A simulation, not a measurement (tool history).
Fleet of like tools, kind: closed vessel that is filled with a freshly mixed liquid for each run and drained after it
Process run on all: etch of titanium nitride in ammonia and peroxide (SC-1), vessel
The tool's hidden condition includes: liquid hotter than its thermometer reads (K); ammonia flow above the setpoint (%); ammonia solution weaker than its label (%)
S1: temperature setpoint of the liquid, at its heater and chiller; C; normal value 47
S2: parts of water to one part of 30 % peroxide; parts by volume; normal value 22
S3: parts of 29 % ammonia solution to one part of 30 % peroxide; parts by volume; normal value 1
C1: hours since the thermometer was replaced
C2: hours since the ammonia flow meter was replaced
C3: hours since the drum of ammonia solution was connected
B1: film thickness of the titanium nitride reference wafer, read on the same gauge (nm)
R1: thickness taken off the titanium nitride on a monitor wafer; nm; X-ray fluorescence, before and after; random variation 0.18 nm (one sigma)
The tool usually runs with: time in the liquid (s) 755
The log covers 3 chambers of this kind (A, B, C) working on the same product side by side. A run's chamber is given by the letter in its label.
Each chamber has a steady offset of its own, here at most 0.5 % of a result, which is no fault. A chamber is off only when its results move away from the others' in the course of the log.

Run 1C, hour 4.3: usual settings; C1 148.2; C2 31.7; C3 330; B1 69.98. Result: R1 22.415 nm.
Run 2B, hour 10.6: usual settings; C1 216.8; C2 795.4; C3 308.6; B1 70.008. Result: R1 22.539 nm.
Run 3A, hour 14.9: usual settings; C1 711.2; C2 1190; C3 281.4; B1 69.994. Result: R1 22.768 nm.
Run 4B, hour 20.5: usual settings; C1 226.7; C2 805.3; C3 318.5; B1 70.003. Result: R1 22.825 nm.
Run 5C, hour 23.9: usual settings; C1 167.8; C2 51.3; C3 349.6; B1 69.979. Result: R1 22.584 nm.
At hour 27.5: chamber C: new drum of ammonia solution connected.
Run 6A, hour 29.2: usual settings; C1 725.5; C2 1204.3; C3 295.7; B1 70.007. Result: R1 22.389 nm.
Run 7C, hour 33.8: usual settings; C1 177.7; C2 61.2; C3 6.3; B1 69.968. Result: R1 22.961 nm.
Run 8B, hour 38: usual settings; C1 244.2; C2 822.8; C3 336; B1 69.991. Result: R1 22.638 nm.
At hour 43.2: chamber A: new drum of ammonia solution connected.
Run 9A, hour 43.8: usual settings; C1 740.1; C2 1218.9; C3 0.6; B1 70.016. Result: R1 22.839 nm.
Run 10B, hour 50.3: usual settings; C1 256.5; C2 835.1; C3 348.3; B1 70.014. Result: R1 22.863 nm.
Run 11A, hour 53.6: usual settings; C1 749.9; C2 1228.7; C3 10.4; B1 69.994. Result: R1 22.608 nm.
Run 12C, hour 59.8: usual settings; C1 203.7; C2 87.2; C3 32.3; B1 70.042. Result: R1 23.28 nm.
Run 13C, hour 66.1: usual settings; C1 210; C2 93.5; C3 38.6; B1 70.015. Result: R1 23.936 nm.
Run 14B, hour 69.8: usual settings; C1 276; C2 854.6; C3 367.8; B1 69.974. Result: R1 22.526 nm.
Run 15A, hour 73.9: usual settings; C1 770.2; C2 1249; C3 30.7; B1 70.007. Result: R1 23.182 nm.
Run 16C, hour 79.8: usual settings but time in the liquid (s) 1140; C1 223.7; C2 107.2; C3 52.3; B1 70.024. Result: R1 35.981 nm.
Run 17A, hour 83.4: usual settings but time in the liquid (s) 1140; C1 779.7; C2 1258.5; C3 40.2; B1 69.986. Result: R1 34.062 nm.
Run 18B, hour 88.1: usual settings but time in the liquid (s) 1140; C1 294.3; C2 872.9; C3 386.1; B1 69.99. Result: R1 34.182 nm.
Run 19C, hour 93.3: usual settings; C1 237.2; C2 120.7; C3 65.8; B1 70.004. Result: R1 24.129 nm.
Run 20A, hour 96.6: usual settings; C1 792.9; C2 1271.7; C3 53.4; B1 70.007. Result: R1 22.939 nm.
Run 21B, hour 101.6: usual settings; C1 307.8; C2 886.4; C3 399.6; B1 70.022. Result: R1 22.704 nm.
Run 22B, hour 106.4: usual settings; C1 312.6; C2 891.2; C3 404.4; B1 70.013. Result: R1 22.746 nm.
Run 23A, hour 112.7: usual settings but S2 28.5 parts by volume, S3 0.6 parts by volume; C1 809; C2 1287.8; C3 69.5; B1 70.002. Result: R1 17.821 nm.
Run 24C, hour 117.9: usual settings but S2 28.5 parts by volume, S3 0.6 parts by volume; C1 261.8; C2 145.3; C3 90.4; B1 69.999. Result: R1 19.381 nm.
Run 25A, hour 122.9: usual settings but S2 28.5 parts by volume, S3 0.6 parts by volume; C1 819.2; C2 1298; C3 79.7; B1 70.006. Result: R1 18.075 nm.
Run 26C, hour 128.2: usual settings; C1 272.1; C2 155.6; C3 100.7; B1 70.02. Result: R1 24.431 nm.
Run 27B, hour 132.3: usual settings; C1 338.5; C2 917.1; C3 430.3; B1 70.003. Result: R1 23.041 nm.
Run 28B, hour 136.2: usual settings; C1 342.4; C2 921; C3 434.2; B1 70.017. Result: R1 22.815 nm.
Run 29A, hour 142.2: usual settings but S1 42.5 C, S3 1.2 parts by volume; C1 838.5; C2 1317.3; C3 99; B1 70.01. Result: R1 16.78 nm.
Run 30C, hour 148.4: usual settings but S1 42.5 C, S3 1.2 parts by volume; C1 292.3; C2 175.8; C3 120.9; B1 70.001. Result: R1 18.756 nm.
Run 31A, hour 151.5: usual settings but S1 42.5 C, S3 1.2 parts by volume; C1 847.8; C2 1326.6; C3 108.3; B1 70.01. Result: R1 16.93 nm.
Run 32B, hour 156.4: usual settings; C1 362.6; C2 941.2; C3 454.4; B1 70.046. Result: R1 22.799 nm.
Run 33C, hour 161.1: usual settings; C1 305; C2 188.5; C3 133.6; B1 69.984. Result: R1 25.296 nm.

Predict what each chamber gives when all 3 of them run the settings below next.
Run 34A, hour 165.8: usual settings but S2 16.5 parts by volume. Result: R1 ?.
Run 34B, hour 165.8: usual settings but S2 16.5 parts by volume. Result: R1 ?.
Run 34C, hour 165.8: usual settings but S2 16.5 parts by volume. Result: R1 ?.

run      R1
34A  26.149
34B  26.788
34C  29.404

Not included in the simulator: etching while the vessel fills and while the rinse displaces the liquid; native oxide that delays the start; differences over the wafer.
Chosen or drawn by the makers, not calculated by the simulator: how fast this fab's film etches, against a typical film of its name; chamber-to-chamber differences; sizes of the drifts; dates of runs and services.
